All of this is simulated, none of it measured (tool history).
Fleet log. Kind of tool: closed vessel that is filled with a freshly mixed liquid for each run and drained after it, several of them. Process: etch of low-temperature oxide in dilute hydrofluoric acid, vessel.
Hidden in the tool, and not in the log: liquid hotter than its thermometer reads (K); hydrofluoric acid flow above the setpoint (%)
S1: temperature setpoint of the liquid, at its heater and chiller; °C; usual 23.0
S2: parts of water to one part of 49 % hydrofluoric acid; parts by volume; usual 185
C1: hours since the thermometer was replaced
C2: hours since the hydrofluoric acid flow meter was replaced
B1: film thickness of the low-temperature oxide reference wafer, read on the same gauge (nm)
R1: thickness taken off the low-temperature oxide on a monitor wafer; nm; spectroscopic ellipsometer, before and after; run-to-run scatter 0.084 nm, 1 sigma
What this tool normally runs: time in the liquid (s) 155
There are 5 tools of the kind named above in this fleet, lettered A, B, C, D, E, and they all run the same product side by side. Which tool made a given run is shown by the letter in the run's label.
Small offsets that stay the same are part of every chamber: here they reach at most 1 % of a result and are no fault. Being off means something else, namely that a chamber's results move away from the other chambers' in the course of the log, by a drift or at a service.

Run 1C, day 0.154: usual settings; C1 770.9; C2 1086.2; B1 119.96. Result: R1 14.480 nm.
Run 2D, day 0.354: usual settings; C1 427.1; C2 809.6; B1 119.98. Result: R1 14.554 nm.
Run 3E, day 0.496: usual settings; C1 306.6; C2 177.4; B1 120.03. Result: R1 14.666 nm.
Run 4B, day 0.704: usual settings; C1 438.4; C2 1497.6; B1 119.96. Result: R1 14.756 nm.
Run 5A, day 0.850: usual settings; C1 371.2; C2 518.7; B1 119.97. Result: R1 14.635 nm.
Run 6D, day 0.971: usual settings but S2 105 parts by volume; C1 441.9; C2 824.4; B1 119.96. Result: R1 27.759 nm.
Run 7A, day 1.183: usual settings but S2 105 parts by volume; C1 379.2; C2 526.7; B1 120.03. Result: R1 28.167 nm.
Run 8C, day 1.379: usual settings but S2 105 parts by volume; C1 800.3; C2 1115.6; B1 120.00. Result: R1 28.133 nm.
Run 9E, day 1.479: usual settings but S2 105 parts by volume; C1 330.2; C2 201.0; B1 119.97. Result: R1 28.529 nm.
Run 10B, day 1.642: usual settings but S2 105 parts by volume; C1 460.9; C2 1520.1; B1 119.97. Result: R1 28.435 nm.
Run 11C, day 1.821: usual settings; C1 810.9; C2 1126.2; B1 119.99. Result: R1 14.505 nm.
Run 12E, day 2.004: usual settings; C1 342.8; C2 213.6; B1 120.00. Result: R1 14.700 nm.
Run 13A, day 2.125: usual settings; C1 401.8; C2 549.3; B1 120.02. Result: R1 14.738 nm.
Run 14D, day 2.271: usual settings; C1 473.1; C2 855.6; B1 119.97. Result: R1 14.719 nm.
Run 15B, day 2.417: usual settings but S1 27.5 °C, time in the liquid (s) 115; C1 479.5; C2 1538.7; B1 120.02. Result: R1 12.930 nm.
Run 16C, day 2.542: usual settings but S1 27.5 °C, time in the liquid (s) 115; C1 828.2; C2 1143.5; B1 119.97. Result: R1 12.878 nm.
Run 17A, day 2.704: usual settings but S1 27.5 °C, time in the liquid (s) 115; C1 415.7; C2 563.2; B1 120.00. Result: R1 12.864 nm.
Run 18B, day 2.892: usual settings but S1 27.5 °C, time in the liquid (s) 115; C1 490.9; C2 1550.1; B1 119.98. Result: R1 12.932 nm.
Run 19E, day 3.038: usual settings but S1 27.5 °C, time in the liquid (s) 115; C1 367.6; C2 238.4; B1 119.98. Result: R1 12.847 nm.
Run 20D, day 3.233: usual settings but S2 235 parts by volume, time in the liquid (s) 185; C1 496.2; C2 878.7; B1 119.95. Result: R1 13.466 nm.
Run 21A, day 3.408: usual settings but S2 235 parts by volume, time in the liquid (s) 185; C1 432.6; C2 580.1; B1 119.98. Result: R1 13.075 nm.
Run 22E, day 3.604: usual settings but S2 235 parts by volume, time in the liquid (s) 185; C1 381.2; C2 252.0; B1 119.99. Result: R1 13.058 nm.
Run 23B, day 3.717: usual settings but S2 235 parts by volume, time in the liquid (s) 185; C1 510.7; C2 1569.9; B1 119.94. Result: R1 13.115 nm.
Run 24C, day 3.858: usual settings but S2 235 parts by volume, time in the liquid (s) 185; C1 859.8; C2 1175.1; B1 120.00. Result: R1 12.913 nm.
Run 25D, day 4.079: usual settings; C1 516.5; C2 899.0; B1 120.03. Result: R1 15.248 nm.
Run 26B, day 4.204: usual settings; C1 522.4; C2 1581.6; B1 120.00. Result: R1 14.794 nm.
Run 27A, day 4.362: usual settings; C1 455.5; C2 603.0; B1 119.99. Result: R1 14.528 nm.
Run 28C, day 4.575: usual settings; C1 877.0; C2 1192.3; B1 120.04. Result: R1 14.571 nm.
Run 29E, day 4.754: usual settings; C1 408.8; C2 279.6; B1 119.98. Result: R1 14.631 nm.
Run 30D, day 4.879: usual settings but S2 150 parts by volume; C1 535.7; C2 918.2; B1 119.99. Result: R1 19.949 nm.
Run 31D, day 5.012: usual settings but S2 150 parts by volume; C1 538.9; C2 921.4; B1 119.97. Result: R1 19.813 nm.
Run 32A, day 5.238: usual settings but S2 150 parts by volume; C1 476.5; C2 624.0; B1 119.98. Result: R1 18.848 nm.
Run 33B, day 5.358: usual settings but S2 150 parts by volume; C1 550.1; C2 1609.3; B1 119.97. Result: R1 18.771 nm.
At day 5.388: chamber A: thermometer replaced.
Run 34E, day 5.492: usual settings but S2 150 parts by volume; C1 426.5; C2 297.3; B1 119.99. Result: R1 18.883 nm.
Run 35C, day 5.683: usual settings; C1 903.6; C2 1218.9; B1 119.99. Result: R1 14.663 nm.
Run 36A, day 5.783: usual settings; C1 9.5; C2 637.1; B1 120.03. Result: R1 14.651 nm.

What goes on in this fleet: one chamber off, a drifting gauge, or nothing beyond the chambers' own small offsets? Name the chamber and the cause, if any.

Chamber D drifts away from the others.
Likeliest cause: liquid hotter than its thermometer reads (K) = 2.03.
Not necessarily distinguishable in this log from: hydrofluoric acid flow above the setpoint (%).

Chamber D could run next with any of the 4 candidate recipes listed below; each alters the usual settings, and their results appear as question marks. Which one brings its results back in line with what the other chambers deliver on the usual settings?
Counts as in line when no further than this from what the other chambers average on the usual settings: R1 0.300 nm
Run 37D-1, day 5.950: usual settings but S2 180 parts by volume. Result: R1 ?.
Run 37D-2, day 5.950: usual settings but time in the liquid (s) 145. Result: R1 ?.
Run 37D-3, day 5.950: usual settings but S2 190 parts by volume. Result: R1 ?.
Run 37D-4, day 5.950: usual settings but S2 180 parts by volume, time in the liquid (s) 160. Result: R1 ?.

The mean the other chambers reach with the usual settings: R1 14.711 nm
  run      R1
37D-1  16.298
37D-2  14.758
37D-3  15.283
37D-4  16.823
37D-2 is the one that brings the chamber's results back in line with the other chambers.

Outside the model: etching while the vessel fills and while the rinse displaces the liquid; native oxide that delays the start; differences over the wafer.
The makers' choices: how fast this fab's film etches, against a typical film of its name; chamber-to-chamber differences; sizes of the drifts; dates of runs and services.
